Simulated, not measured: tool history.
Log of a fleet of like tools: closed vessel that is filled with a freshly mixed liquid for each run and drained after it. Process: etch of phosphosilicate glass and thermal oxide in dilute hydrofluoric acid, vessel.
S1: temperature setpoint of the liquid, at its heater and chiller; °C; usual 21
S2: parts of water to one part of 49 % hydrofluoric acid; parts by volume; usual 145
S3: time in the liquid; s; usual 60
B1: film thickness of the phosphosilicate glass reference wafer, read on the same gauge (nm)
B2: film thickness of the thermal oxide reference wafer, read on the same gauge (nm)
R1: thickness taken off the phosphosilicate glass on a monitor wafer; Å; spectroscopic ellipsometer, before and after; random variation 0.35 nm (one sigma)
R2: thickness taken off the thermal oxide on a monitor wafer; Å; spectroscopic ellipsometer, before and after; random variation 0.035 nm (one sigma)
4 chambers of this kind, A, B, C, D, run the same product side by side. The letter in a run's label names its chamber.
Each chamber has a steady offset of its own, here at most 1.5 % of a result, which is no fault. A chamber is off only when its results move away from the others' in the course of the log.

run	day	S1	S2	S3	B1	B2	R1	R2
1D	0.158	21	145	60	40.002	39.993	604.46	16.804
2B	0.325	21	145	60	40.026	39.98	616.14	16.618
3A	0.558	21	145	60	40.004	40.024	611.76	15.889
4C	0.717	21	145	60	40.011	39.982	614.42	16.604
5D	0.9	21	145	60	40.018	40.018	607.41	16.493
6B	1.083	21	145	60	40.012	39.99	610.57	16.099
# day 1.133: chamber B: thermometer replaced
7A	1.283	21	145	60	39.967	39.989	610.56	16.604
8C	1.492	21	145	60	39.986	39.987	620.15	16.527
9B	1.654	21	145	60	39.983	40.025	608.43	16.947
10C	1.912	21	165	60	39.998	39.997	535.14	14.2
11D	2.117	21	165	60	40.043	40.001	524.55	14.213
12A	2.367	21	165	60	39.98	40.022	522.2	14.686
13C	2.592	21	165	60	40.016	39.985	526.65	14.038
14B	2.717	21	145	60	39.973	40.003	610.29	16.488
15A	2.829	21	125	60	40.003	40.029	730.93	18.722
16D	3.004	21	125	60	39.983	39.993	722.06	20.083
17D	3.225	21	125	60	40.059	40.049	726.23	20.397
18C	3.35	21	125	60	39.976	39.976	725.62	19.651
19A	3.471	23.5	145	90	40.047	39.986	1022.6	28.475
20B	3.642	23.5	145	90	39.996	39.998	999.38	26.953
21D	3.788	23.5	145	90	40.001	40.053	1005.1	27.759
22B	4	23.5	145	90	40.005	39.987	1000.6	28.043
23A	4.125	21	145	60	40.02	40.003	617.55	16.102
24C	4.358	21	145	60	39.991	39.961	615.36	16.959
25D	4.521	21	145	60	39.989	40.044	612.74	17.004

Is one chamber off against the others, does the gauge drift, or is nothing wrong? If a chamber is off, say which, and what the likeliest cause is.

No chamber stands off beyond its own small offset, and the gauge holds steady.

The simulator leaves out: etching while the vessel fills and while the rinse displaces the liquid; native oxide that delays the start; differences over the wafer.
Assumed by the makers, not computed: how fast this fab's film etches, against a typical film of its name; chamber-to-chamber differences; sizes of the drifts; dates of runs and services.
